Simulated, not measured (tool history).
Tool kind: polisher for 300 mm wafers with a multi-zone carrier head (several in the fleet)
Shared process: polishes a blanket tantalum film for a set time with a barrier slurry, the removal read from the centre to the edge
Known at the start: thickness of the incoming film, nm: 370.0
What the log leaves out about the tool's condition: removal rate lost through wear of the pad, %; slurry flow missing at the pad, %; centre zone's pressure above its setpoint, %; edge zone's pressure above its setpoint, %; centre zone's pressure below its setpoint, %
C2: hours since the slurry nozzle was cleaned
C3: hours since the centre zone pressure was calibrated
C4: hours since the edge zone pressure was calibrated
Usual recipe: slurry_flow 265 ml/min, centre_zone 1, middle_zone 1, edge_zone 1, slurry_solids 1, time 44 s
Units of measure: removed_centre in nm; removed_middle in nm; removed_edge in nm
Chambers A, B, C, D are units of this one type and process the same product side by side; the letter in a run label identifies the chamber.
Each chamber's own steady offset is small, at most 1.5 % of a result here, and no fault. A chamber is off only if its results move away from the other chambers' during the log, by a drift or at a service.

run 1B hour=5.9 | slurry_flow=265 centre_zone=1 middle_zone=1 edge_zone=1 slurry_solids=1 time=44 | wafers_polished_on_this_pad=249 C2=39.7 C3=323.9 C4=152 | removed_centre=90.017 removed_middle=89.628 removed_edge=90.952
run 2C hour=10.5 | slurry_flow=265 centre_zone=1 middle_zone=1 edge_zone=1 slurry_solids=1 time=44 | wafers_polished_on_this_pad=123 C2=277.2 C3=121.3 C4=228 | removed_centre=91.847 removed_middle=89.73 removed_edge=91.953
-- hour=11.1 chamber D: worn pad replaced by a new one
run 3A hour=17.7 | slurry_flow=265 centre_zone=1 middle_zone=1 edge_zone=1 slurry_solids=1 time=44 | wafers_polished_on_this_pad=330 C2=559 C3=222.7 C4=298.9 | removed_centre=90.872 removed_middle=92.098 removed_edge=90.846
run 4D hour=24.8 | slurry_flow=265 centre_zone=1 middle_zone=1 edge_zone=1 slurry_solids=1 time=44 | wafers_polished_on_this_pad=157 C2=175.1 C3=299.4 C4=518.3 | removed_centre=89.996 removed_middle=89.438 removed_edge=90.473
run 5B hour=30.3 | slurry_flow=265 centre_zone=1 middle_zone=1 edge_zone=1 slurry_solids=1 time=44 | wafers_polished_on_this_pad=528 C2=64.1 C3=348.3 C4=176.4 | removed_centre=92.38 removed_middle=91.124 removed_edge=91.297
run 6A hour=37.3 | slurry_flow=265 centre_zone=1 middle_zone=1 edge_zone=1 slurry_solids=1 time=44 | wafers_polished_on_this_pad=554 C2=578.6 C3=242.3 C4=318.5 | removed_centre=90.604 removed_middle=90.923 removed_edge=89.435
run 7D hour=42.7 | slurry_flow=265 centre_zone=1 middle_zone=1 edge_zone=1 slurry_solids=1 time=44 | wafers_polished_on_this_pad=362 C2=193 C3=317.3 C4=536.2 | removed_centre=88.783 removed_middle=89.274 removed_edge=91.073
-- hour=43 chamber B: worn pad replaced by a new one
run 8C hour=47.8 | slurry_flow=265 centre_zone=1 middle_zone=1 edge_zone=1 slurry_solids=1 time=44 | wafers_polished_on_this_pad=549 C2=314.5 C3=158.6 C4=265.3 | removed_centre=90.5 removed_middle=90.333 removed_edge=89.962
run 9A hour=54.9 | slurry_flow=265 centre_zone=1 middle_zone=1 edge_zone=1 slurry_solids=1 time=44 | wafers_polished_on_this_pad=755 C2=596.2 C3=259.9 C4=336.1 | removed_centre=92.279 removed_middle=91.353 removed_edge=91.522
run 10C hour=59.2 | slurry_flow=265 centre_zone=1 middle_zone=1 edge_zone=1 slurry_solids=1 time=44 | wafers_polished_on_this_pad=680 C2=325.9 C3=170 C4=276.7 | removed_centre=90.691 removed_middle=90.817 removed_edge=89.679
run 11B hour=65.4 | slurry_flow=265 centre_zone=1 middle_zone=1 edge_zone=1 slurry_solids=1 time=44 | wafers_polished_on_this_pad=256 C2=99.2 C3=383.4 C4=211.5 | removed_centre=92.062 removed_middle=90.303 removed_edge=90.932
run 12D hour=73.7 | slurry_flow=265 centre_zone=1 middle_zone=1 edge_zone=1 slurry_solids=1 time=44 | wafers_polished_on_this_pad=716 C2=224 C3=348.3 C4=567.2 | removed_centre=90.596 removed_middle=88.106 removed_edge=90.534
-- hour=73.9 chamber A: worn pad replaced by a new one
-- hour=80.7 chamber D: worn pad replaced by a new one
run 13B hour=80.7 | slurry_flow=265 centre_zone=1 middle_zone=1 edge_zone=1 slurry_solids=1 time=44 | wafers_polished_on_this_pad=431 C2=114.5 C3=398.7 C4=226.8 | removed_centre=93.07 removed_middle=91.915 removed_edge=90.715
run 14D hour=86.2 | slurry_flow=265 centre_zone=1 middle_zone=1 edge_zone=1 slurry_solids=1 time=44 | wafers_polished_on_this_pad=63 C2=236.5 C3=360.8 C4=579.7 | removed_centre=91.635 removed_middle=89.342 removed_edge=91.289
-- hour=87.7 chamber D: centre zone pressure recalibrated
-- hour=88.3 chamber C: worn pad replaced by a new one
run 15A hour=93.6 | slurry_flow=265 centre_zone=1 middle_zone=1 edge_zone=1 slurry_solids=1 time=44 | wafers_polished_on_this_pad=226 C2=634.9 C3=298.6 C4=374.8 | removed_centre=91.155 removed_middle=91.173 removed_edge=90.147
run 16C hour=97.3 | slurry_flow=265 centre_zone=1 middle_zone=1 edge_zone=1 slurry_solids=1 time=44 | wafers_polished_on_this_pad=103 C2=364 C3=208.1 C4=314.8 | removed_centre=91.271 removed_middle=90.638 removed_edge=90.384
run 17D hour=103.7 | slurry_flow=265 centre_zone=1 middle_zone=1 edge_zone=1 slurry_solids=1 time=44 | wafers_polished_on_this_pad=263 C2=254 C3=16 C4=597.2 | removed_centre=89.274 removed_middle=88.547 removed_edge=90.295
run 18A hour=110.3 | slurry_flow=265 centre_zone=1 middle_zone=1 edge_zone=1 slurry_solids=1 time=44 | wafers_polished_on_this_pad=417 C2=651.6 C3=315.3 C4=391.5 | removed_centre=91.932 removed_middle=92.199 removed_edge=91.211
-- hour=112.8 chamber B: worn pad replaced by a new one
run 19C hour=118.5 | slurry_flow=265 centre_zone=1 middle_zone=1 edge_zone=1 slurry_solids=1 time=44 | wafers_polished_on_this_pad=346 C2=385.2 C3=229.3 C4=336 | removed_centre=88.512 removed_middle=90.838 removed_edge=91.338
run 20B hour=122.9 | slurry_flow=265 centre_zone=1 middle_zone=1 edge_zone=1.11 slurry_solids=1 time=44 | wafers_polished_on_this_pad=116 C2=156.7 C3=440.9 C4=269 | removed_centre=95.955 removed_middle=90.365 removed_edge=95.401
-- hour=126 chamber C: slurry nozzle cleaned
run 21B hour=127 | slurry_flow=265 centre_zone=1 middle_zone=1 edge_zone=1.11 slurry_solids=1 time=44 | wafers_polished_on_this_pad=163 C2=160.8 C3=445 C4=273.1 | removed_centre=93.522 removed_middle=90.693 removed_edge=96.784
run 22D hour=132.2 | slurry_flow=265 centre_zone=1 middle_zone=1 edge_zone=1.11 slurry_solids=1 time=44 | wafers_polished_on_this_pad=589 C2=282.5 C3=44.5 C4=625.7 | removed_centre=89.143 removed_middle=90.121 removed_edge=94.371
run 23C hour=136.5 | slurry_flow=265 centre_zone=1 middle_zone=1 edge_zone=1.11 slurry_solids=1 time=44 | wafers_polished_on_this_pad=552 C2=10.6 C3=247.3 C4=354 | removed_centre=91.335 removed_middle=90.551 removed_edge=95.548
run 24A hour=143.2 | slurry_flow=265 centre_zone=1 middle_zone=1 edge_zone=1 slurry_solids=1 time=44 | wafers_polished_on_this_pad=793 C2=684.5 C3=348.2 C4=424.4 | removed_centre=90.814 removed_middle=91.374 removed_edge=91.526
run 25D hour=150.1 | slurry_flow=265 centre_zone=1 middle_zone=0.93 edge_zone=1 slurry_solids=1 time=32 | wafers_polished_on_this_pad=794 C2=300.4 C3=62.4 C4=643.6 | removed_centre=66.107 removed_middle=60.977 removed_edge=66.049
run 26A hour=157 | slurry_flow=265 centre_zone=1 middle_zone=0.93 edge_zone=1 slurry_solids=1 time=32 | wafers_polished_on_this_pad=951 C2=698.3 C3=362 C4=438.2 | removed_centre=64.889 removed_middle=62.307 removed_edge=66.494
-- hour=157.7 chamber A: worn pad replaced by a new one
-- hour=161.6 chamber D: worn pad replaced by a new one
run 27B hour=161.9 | slurry_flow=265 centre_zone=1 middle_zone=0.93 edge_zone=1 slurry_solids=1 time=32 | wafers_polished_on_this_pad=562 C2=195.7 C3=479.9 C4=308 | removed_centre=69.506 removed_middle=62.492 removed_edge=66.398
run 28C hour=167.6 | slurry_flow=265 centre_zone=1 middle_zone=0.93 edge_zone=1 slurry_solids=1 time=32 | wafers_polished_on_this_pad=908 C2=41.7 C3=278.4 C4=385.1 | removed_centre=67.006 removed_middle=61.979 removed_edge=66.067
run 29B hour=172.4 | slurry_flow=315 centre_zone=1 middle_zone=1 edge_zone=1 slurry_solids=1 time=49 | wafers_polished_on_this_pad=682 C2=206.2 C3=490.4 C4=318.5 | removed_centre=110.24 removed_middle=103.03 removed_edge=103.26
-- hour=172.8 chamber B: worn pad replaced by a new one
-- hour=178.4 chamber D: slurry nozzle cleaned
-- hour=178.4 chamber A: centre zone pressure recalibrated
run 30C hour=178.5 | slurry_flow=315 centre_zone=1 middle_zone=1 edge_zone=1 slurry_solids=1 time=49 | wafers_polished_on_this_pad=1032 C2=52.6 C3=289.3 C4=396 | removed_centre=104.02 removed_middle=102.57 removed_edge=103.05
run 31D hour=183.3 | slurry_flow=315 centre_zone=1 middle_zone=1 edge_zone=1 slurry_solids=1 time=49 | wafers_polished_on_this_pad=249 C2=4.9 C3=95.6 C4=676.8 | removed_centre=100.07 removed_middle=100.56 removed_edge=102.56
-- hour=187.7 chamber B: slurry nozzle cleaned
run 32A hour=191 | slurry_flow=315 centre_zone=1 middle_zone=1 edge_zone=1 slurry_solids=1 time=49 | wafers_polished_on_this_pad=381 C2=732.3 C3=12.6 C4=472.2 | removed_centre=101.85 removed_middle=103.38 removed_edge=101.43
-- hour=191.3 chamber C: worn pad replaced by a new one
run 33B hour=198 | slurry_flow=265 centre_zone=1 middle_zone=0.91 edge_zone=1 slurry_solids=0.8 time=44 | wafers_polished_on_this_pad=289 C2=10.3 C3=516 C4=344.1 | removed_centre=89.712 removed_middle=77.39 removed_edge=85.458
-- hour=201.8 chamber D: edge zone pressure recalibrated
run 34D hour=205.8 | slurry_flow=265 centre_zone=1 middle_zone=0.91 edge_zone=1 slurry_solids=0.8 time=44 | wafers_polished_on_this_pad=506 C2=27.4 C3=118.1 C4=4 | removed_centre=83.71 removed_middle=76.077 removed_edge=85.011
run 35A hour=213.3 | slurry_flow=265 centre_zone=1 middle_zone=0.91 edge_zone=1 slurry_solids=0.8 time=44 | wafers_polished_on_this_pad=637 C2=754.6 C3=34.9 C4=494.5 | removed_centre=85.519 removed_middle=78.195 removed_edge=85.599
run 36C hour=220.5 | slurry_flow=265 centre_zone=1 middle_zone=0.91 edge_zone=1 slurry_solids=0.8 time=44 | wafers_polished_on_this_pad=334 C2=94.6 C3=331.3 C4=438 | removed_centre=84.241 removed_middle=76.579 removed_edge=84.494
run 37A hour=226.2 | slurry_flow=265 centre_zone=1 middle_zone=1 edge_zone=1 slurry_solids=1 time=44 | wafers_polished_on_this_pad=784 C2=767.5 C3=47.8 C4=507.4 | removed_centre=92.608 removed_middle=90.543 removed_edge=91.49
run 38C hour=231.6 | slurry_flow=265 centre_zone=1 middle_zone=1 edge_zone=1 slurry_solids=1 time=44 | wafers_polished_on_this_pad=461 C2=105.7 C3=342.4 C4=449.1 | removed_centre=89.786 removed_middle=90.347 removed_edge=90.398
-- hour=232.1 chamber B: worn pad replaced by a new one
-- hour=233.6 chamber D: worn pad replaced by a new one
run 39B hour=239.3 | slurry_flow=265 centre_zone=1 middle_zone=1 edge_zone=0.94 slurry_solids=1 time=44 | wafers_polished_on_this_pad=83 C2=51.6 C3=557.3 C4=385.4 | removed_centre=99.736 removed_middle=90.076 removed_edge=88.168
run 40D hour=246.8 | slurry_flow=265 centre_zone=1 middle_zone=1 edge_zone=0.94 slurry_solids=1 time=44 | wafers_polished_on_this_pad=151 C2=68.4 C3=159.1 C4=45 | removed_centre=89.889 removed_middle=88.486 removed_edge=87.863
run 41D hour=251.2 | slurry_flow=265 centre_zone=1 middle_zone=1 edge_zone=0.94 slurry_solids=1 time=44 | wafers_polished_on_this_pad=201 C2=72.8 C3=163.5 C4=49.4 | removed_centre=90.039 removed_middle=89.203 removed_edge=88.196

Is one chamber off against the others, does the gauge drift, or is nothing wrong? If a chamber is off, say which, and what the likeliest cause is.

Chamber B drifts away from the others.
Cause: centre zone's pressure above its setpoint, % = 8.78.

Chamber B could run next with any of the 4 candidate recipes listed below; each alters the usual settings, and their results appear as question marks. Which one brings its results back in line with what the other chambers deliver on the usual settings?
To be in line, a result may differ from the other chambers' mean on the usual settings by at most: removed_centre 3.6 nm; removed_middle 2 nm; removed_edge 2.1 nm
run 42B-1 hour=257.3 | slurry_flow=265 centre_zone=1.02 middle_zone=1 edge_zone=0.99 slurry_solids=1 time=44 | removed_centre=? removed_middle=? removed_edge=?
run 42B-2 hour=257.3 | slurry_flow=270 centre_zone=1.08 middle_zone=0.98 edge_zone=0.98 slurry_solids=1 time=45 | removed_centre=? removed_middle=? removed_edge=?
run 42B-3 hour=257.3 | slurry_flow=265 centre_zone=0.98 middle_zone=1 edge_zone=1.01 slurry_solids=1 time=44 | removed_centre=? removed_middle=? removed_edge=?
run 42B-4 hour=257.3 | slurry_flow=260 centre_zone=0.92 middle_zone=1.02 edge_zone=1.02 slurry_solids=1 time=43 | removed_centre=? removed_middle=? removed_edge=?

Other chambers, usual settings, mean: removed_centre 90.121 nm; removed_middle 90.27 nm; removed_edge 90.443 nm
run=42B-1 removed_centre=102.15 removed_middle=90.256 removed_edge=90.013
run=42B-2 removed_centre=111.28 removed_middle=90.789 removed_edge=91.735
run=42B-3 removed_centre=97.871 removed_middle=90.275 removed_edge=90.97
run=42B-4 removed_centre=89.175 removed_middle=89.663 removed_edge=89.203
42B-4 brings the chamber back in line.
